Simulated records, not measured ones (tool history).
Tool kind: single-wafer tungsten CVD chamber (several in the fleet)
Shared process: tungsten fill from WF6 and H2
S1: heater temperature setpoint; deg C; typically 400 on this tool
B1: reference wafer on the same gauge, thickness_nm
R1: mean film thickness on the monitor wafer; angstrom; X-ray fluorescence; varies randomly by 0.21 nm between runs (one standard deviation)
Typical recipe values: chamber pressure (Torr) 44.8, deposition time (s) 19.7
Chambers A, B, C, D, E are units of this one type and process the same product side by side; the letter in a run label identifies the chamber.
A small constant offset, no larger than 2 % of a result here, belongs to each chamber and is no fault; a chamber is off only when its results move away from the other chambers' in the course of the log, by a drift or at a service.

run 1D hour=2.6 | S1=400 chamber_pressure_(Torr)=44.8 deposition_time_(s)=19.7 | B1=68.865 | R1=692.69
run 2C hour=5.8 | S1=400 chamber_pressure_(Torr)=44.8 deposition_time_(s)=19.7 | B1=68.907 | R1=696.54
run 3B hour=9.2 | S1=400 chamber_pressure_(Torr)=44.8 deposition_time_(s)=19.7 | B1=68.899 | R1=679.76
run 4A hour=12.8 | S1=400 chamber_pressure_(Torr)=44.8 deposition_time_(s)=19.7 | B1=68.908 | R1=689.46
run 5E hour=15.8 | S1=400 chamber_pressure_(Torr)=44.8 deposition_time_(s)=19.7 | B1=68.917 | R1=694.17
run 6E hour=18 | S1=400 chamber_pressure_(Torr)=44.8 deposition_time_(s)=19.7 | B1=68.924 | R1=691.13
run 7C hour=22.4 | S1=400 chamber_pressure_(Torr)=44.8 deposition_time_(s)=19.7 | B1=68.924 | R1=697.51
run 8B hour=26.6 | S1=400 chamber_pressure_(Torr)=44.8 deposition_time_(s)=19.7 | B1=68.909 | R1=675.55
run 9D hour=29.4 | S1=400 chamber_pressure_(Torr)=44.8 deposition_time_(s)=19.7 | B1=68.918 | R1=691.62
run 10A hour=31.8 | S1=400 chamber_pressure_(Torr)=44.8 deposition_time_(s)=19.7 | B1=68.851 | R1=685.83
run 11D hour=34.6 | S1=400 chamber_pressure_(Torr)=44.8 deposition_time_(s)=19.7 | B1=68.919 | R1=693.9
run 12C hour=38.5 | S1=408 chamber_pressure_(Torr)=40.2 deposition_time_(s)=19.7 | B1=68.923 | R1=764.9
run 13A hour=40.7 | S1=408 chamber_pressure_(Torr)=40.2 deposition_time_(s)=19.7 | B1=68.896 | R1=753.06
run 14B hour=44.5 | S1=408 chamber_pressure_(Torr)=40.2 deposition_time_(s)=19.7 | B1=68.951 | R1=742.76
run 15E hour=48.7 | S1=408 chamber_pressure_(Torr)=40.2 deposition_time_(s)=19.7 | B1=68.916 | R1=752.76
run 16A hour=52.8 | S1=408 chamber_pressure_(Torr)=40.2 deposition_time_(s)=19.7 | B1=68.9 | R1=755.42
run 17E hour=57.1 | S1=400 chamber_pressure_(Torr)=44.8 deposition_time_(s)=19.7 | B1=68.863 | R1=693.18
run 18C hour=59.3 | S1=400 chamber_pressure_(Torr)=37.3 deposition_time_(s)=17.4 | B1=68.937 | R1=566.97
run 19B hour=61.6 | S1=400 chamber_pressure_(Torr)=37.3 deposition_time_(s)=17.4 | B1=68.833 | R1=547.55
run 20D hour=64.7 | S1=400 chamber_pressure_(Torr)=37.3 deposition_time_(s)=17.4 | B1=68.878 | R1=563.73
run 21B hour=67.1 | S1=400 chamber_pressure_(Torr)=37.3 deposition_time_(s)=17.4 | B1=68.929 | R1=551.16
run 22E hour=71.3 | S1=400 chamber_pressure_(Torr)=37.3 deposition_time_(s)=17.4 | B1=68.85 | R1=560.37
run 23C hour=73.3 | S1=400 chamber_pressure_(Torr)=44.8 deposition_time_(s)=19.7 | B1=68.937 | R1=696.53
run 24D hour=76.3 | S1=400 chamber_pressure_(Torr)=34 deposition_time_(s)=19.7 | B1=68.855 | R1=609.49
run 25A hour=78.4 | S1=400 chamber_pressure_(Torr)=34 deposition_time_(s)=19.7 | B1=68.89 | R1=604.49
run 26D hour=81.1 | S1=400 chamber_pressure_(Torr)=34 deposition_time_(s)=19.7 | B1=68.875 | R1=605.24
run 27E hour=84.7 | S1=400 chamber_pressure_(Torr)=34 deposition_time_(s)=19.7 | B1=68.876 | R1=607.32
run 28A hour=88 | S1=400 chamber_pressure_(Torr)=34 deposition_time_(s)=19.7 | B1=68.914 | R1=605.26
run 29C hour=90.1 | S1=400 chamber_pressure_(Torr)=44.8 deposition_time_(s)=19.7 | B1=68.92 | R1=699.59
run 30B hour=92.4 | S1=400 chamber_pressure_(Torr)=44.8 deposition_time_(s)=19.7 | B1=68.886 | R1=675.89
run 31D hour=96.5 | S1=400 chamber_pressure_(Torr)=37 deposition_time_(s)=22.7 | B1=68.9 | R1=732.22
run 32E hour=100.5 | S1=400 chamber_pressure_(Torr)=37 deposition_time_(s)=22.7 | B1=68.915 | R1=729.58
run 33B hour=104.7 | S1=400 chamber_pressure_(Torr)=37 deposition_time_(s)=22.7 | B1=68.872 | R1=713.97

Decide between three cases: one chamber stands off from its peers, the gauge reading all wafers drifts, or nothing is wrong past each chamber's small offset. Where a chamber is off, say which and what most likely put it there.

Beyond each chamber's small constant offset nothing stands out, and the gauge stays steady.

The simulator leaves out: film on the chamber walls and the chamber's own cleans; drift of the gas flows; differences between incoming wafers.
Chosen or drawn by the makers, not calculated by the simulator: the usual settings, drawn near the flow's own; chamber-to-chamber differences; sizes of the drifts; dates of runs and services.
